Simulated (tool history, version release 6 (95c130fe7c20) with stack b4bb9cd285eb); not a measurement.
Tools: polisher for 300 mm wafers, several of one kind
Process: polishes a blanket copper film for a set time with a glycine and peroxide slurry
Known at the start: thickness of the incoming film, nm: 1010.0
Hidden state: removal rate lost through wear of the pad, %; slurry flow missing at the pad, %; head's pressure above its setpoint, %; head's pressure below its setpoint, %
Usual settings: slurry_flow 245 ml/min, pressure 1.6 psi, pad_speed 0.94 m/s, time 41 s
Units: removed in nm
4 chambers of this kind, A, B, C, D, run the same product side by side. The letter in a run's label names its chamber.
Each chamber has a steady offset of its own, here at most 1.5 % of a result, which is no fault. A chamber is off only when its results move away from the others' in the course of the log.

| run | day | slurry_flow | pressure | pad_speed | time | wafers polished on this pad | hours since the slurry nozzle was cleaned | hours since the head pressure was calibrated | removed |
|---|---|---|---|---|---|---|---|---|---|
| 1D | 0.362 | 245 | 1.6 | 0.94 | 41 | 146 | 473.1 | 875.3 | 130.53 |
| 2C | 0.7 | 245 | 1.6 | 0.94 | 41 | 517 | 262.6 | 524.9 | 128.18 |
|  | 0.988 | chamber A: worn pad replaced by a new one |
| 3B | 1.162 | 245 | 1.6 | 0.94 | 41 | 702 | 182 | 512.6 | 128.73 |
| 4A | 1.492 | 245 | 1.6 | 0.94 | 41 | 87 | 254.3 | 1041.9 | 132.09 |
|  | 1.604 | chamber A: slurry nozzle cleaned |
| 5A | 1.971 | 245 | 1.6 | 0.94 | 41 | 170 | 8.8 | 1053.4 | 131.2 |
| 6C | 2.292 | 245 | 1.6 | 0.94 | 41 | 792 | 300.8 | 563.1 | 130.06 |
| 7B | 2.638 | 245 | 1.6 | 0.94 | 41 | 957 | 217.4 | 548 | 128.77 |
| 8D | 3.1 | 245 | 1.6 | 0.94 | 41 | 619 | 538.8 | 941 | 130.7 |
|  | 3.346 | chamber C: worn pad replaced by a new one |
| 9A | 3.404 | 245 | 1.6 | 0.94 | 41 | 418 | 43.2 | 1087.8 | 131.65 |
|  | 3.488 | chamber D: slurry nozzle cleaned |
|  | 3.654 | chamber B: slurry nozzle cleaned |
| 10D | 3.838 | 245 | 1.6 | 0.94 | 41 | 747 | 8.4 | 958.7 | 130.65 |
|  | 4.212 | chamber A: worn pad replaced by a new one |
| 11B | 4.408 | 245 | 1.6 | 0.94 | 41 | 1263 | 18.2 | 590.5 | 127.54 |
|  | 4.471 | chamber D: worn pad replaced by a new one |
| 12C | 4.688 | 245 | 1.6 | 0.94 | 41 | 232 | 358.3 | 620.6 | 129.15 |
| 13A | 5.038 | 210 | 1.6 | 1.24 | 41 | 143 | 82.4 | 1127 | 160.07 |
|  | 5.421 | chamber B: worn pad replaced by a new one |
| 14C | 5.621 | 210 | 1.6 | 1.24 | 41 | 393 | 380.7 | 643 | 153.47 |
| 15B | 5.917 | 210 | 1.6 | 1.24 | 41 | 86 | 54.4 | 626.7 | 154.51 |
| 16D | 6.342 | 210 | 1.6 | 1.24 | 41 | 323 | 68.5 | 1018.8 | 158.07 |
| 17A | 6.642 | 245 | 1.6 | 0.94 | 41 | 420 | 120.9 | 1165.5 | 131.21 |
| 18D | 6.954 | 245 | 1.6 | 0.94 | 41 | 429 | 83.2 | 1033.5 | 130.51 |
|  | 7.292 | chamber A: worn pad replaced by a new one |
| 19C | 7.392 | 245 | 1.6 | 0.94 | 41 | 699 | 423.2 | 685.5 | 129.3 |
| 20B | 7.708 | 245 | 1.6 | 0.94 | 41 | 395 | 97.4 | 669.7 | 130.99 |
| 21C | 8.129 | 245 | 1.6 | 0.94 | 41 | 827 | 440.9 | 703.2 | 128.23 |
| 22A | 8.496 | 245 | 1.6 | 0.94 | 41 | 208 | 165.4 | 1210 | 131.28 |
| 23B | 8.846 | 245 | 1.6 | 0.94 | 41 | 592 | 124.7 | 697 | 129.18 |
|  | 9.283 | chamber C: worn pad replaced by a new one |
| 24D | 9.362 | 320 | 1.6 | 0.62 | 41 | 846 | 141 | 1091.3 | 100.84 |
|  | 9.542 | chamber D: worn pad replaced by a new one |
| 25B | 9.879 | 320 | 1.6 | 0.62 | 41 | 771 | 149.5 | 721.8 | 99.525 |
|  | 9.929 | chamber B: head pressure recalibrated |
|  | 10.35 | chamber A: head pressure recalibrated |
| 26A | 10.4 | 320 | 1.6 | 0.62 | 41 | 538 | 211.1 | 1.2 | 102.06 |
|  | 10.404 | chamber C: slurry nozzle cleaned |
| 27D | 10.862 | 320 | 1.6 | 0.62 | 41 | 228 | 177 | 1127.3 | 100.89 |
|  | 10.946 | chamber A: worn pad replaced by a new one |
| 28C | 11.258 | 245 | 1.8 | 0.94 | 33 | 341 | 20.6 | 778.3 | 113.4 |
| 29A | 11.738 | 245 | 1.8 | 0.94 | 33 | 137 | 243.2 | 33.3 | 115 |
|  | 12.029 | chamber B: slurry nozzle cleaned |
| 30C | 12.192 | 245 | 1.8 | 0.94 | 33 | 503 | 43 | 800.7 | 113.32 |
| 31B | 12.55 | 245 | 1.8 | 0.94 | 33 | 1233 | 12.6 | 62.9 | 103.47 |
| 32D | 12.904 | 245 | 1.6 | 0.94 | 41 | 581 | 226 | 1176.3 | 130.63 |
|  | 13.079 | chamber B: worn pad replaced by a new one |
| 33D | 13.196 | 245 | 1.6 | 0.94 | 41 | 632 | 233 | 1183.3 | 130.92 |
|  | 13.6 | chamber A: slurry nozzle cleaned |
| 34B | 13.608 | 245 | 1.6 | 0.94 | 41 | 91 | 38 | 88.3 | 118.13 |
| 35C | 14.004 | 245 | 1.6 | 0.94 | 41 | 816 | 86.5 | 844.2 | 130.7 |
|  | 14.171 | chamber A: worn pad replaced by a new one |
| 36A | 14.475 | 245 | 1.4 | 0.94 | 51 | 52 | 21 | 99 | 150.1 |
|  | 14.588 | chamber D: worn pad replaced by a new one |
| 37C | 14.783 | 245 | 1.4 | 0.94 | 51 | 951 | 105.2 | 862.9 | 146.46 |
| 38D | 15.333 | 245 | 1.4 | 0.94 | 51 | 129 | 284.3 | 1234.6 | 146.16 |
|  | 15.779 | chamber C: worn pad replaced by a new one |
| 39B | 15.796 | 245 | 1.4 | 0.94 | 51 | 470 | 90.5 | 140.8 | 134.98 |
| 40A | 16.346 | 245 | 2 | 0.94 | 54 | 376 | 65.9 | 143.9 | 203.59 |
| 41C | 16.821 | 245 | 2 | 0.94 | 54 | 180 | 154.1 | 911.8 | 199.78 |
| 42B | 17.188 | 245 | 2 | 0.94 | 54 | 710 | 123.9 | 174.2 | 182.13 |
| 43A | 17.521 | 245 | 2 | 0.94 | 54 | 579 | 94.1 | 172.1 | 203.44 |

Is one chamber off against the others, does the gauge drift, or is nothing wrong? If a chamber is off, say which, and what the likeliest cause is.

A service left chamber B off against the others.
Cause: head's pressure below its setpoint, % = 11.4.

Here are 4 candidates for chamber B's next run, each the usual settings with a change, their results left as question marks. Which one brings its results back in line with what the others give on the usual settings?
In line means no further than this from the other chambers' mean on the usual settings: removed 3 nm
| 44B-1 | 17.946 | 245 | 1.6 | 0.82 | 41 |  |  |  | ? |
| 44B-2 | 17.946 | 240 | 1.5 | 0.94 | 36 |  |  |  | ? |
| 44B-3 | 17.946 | 245 | 1.7 | 0.96 | 43 |  |  |  | ? |
| 44B-4 | 17.946 | 245 | 1.7 | 1 | 45 |  |  |  | ? |

The other chambers' mean on the usual settings: removed 130.33 nm
| run | removed |
|---|---|
| 44B-1 | 107.57 |
| 44B-2 | 98.853 |
| 44B-3 | 130.99 |
| 44B-4 | 141.12 |
44B-3 brings the chamber back in line.

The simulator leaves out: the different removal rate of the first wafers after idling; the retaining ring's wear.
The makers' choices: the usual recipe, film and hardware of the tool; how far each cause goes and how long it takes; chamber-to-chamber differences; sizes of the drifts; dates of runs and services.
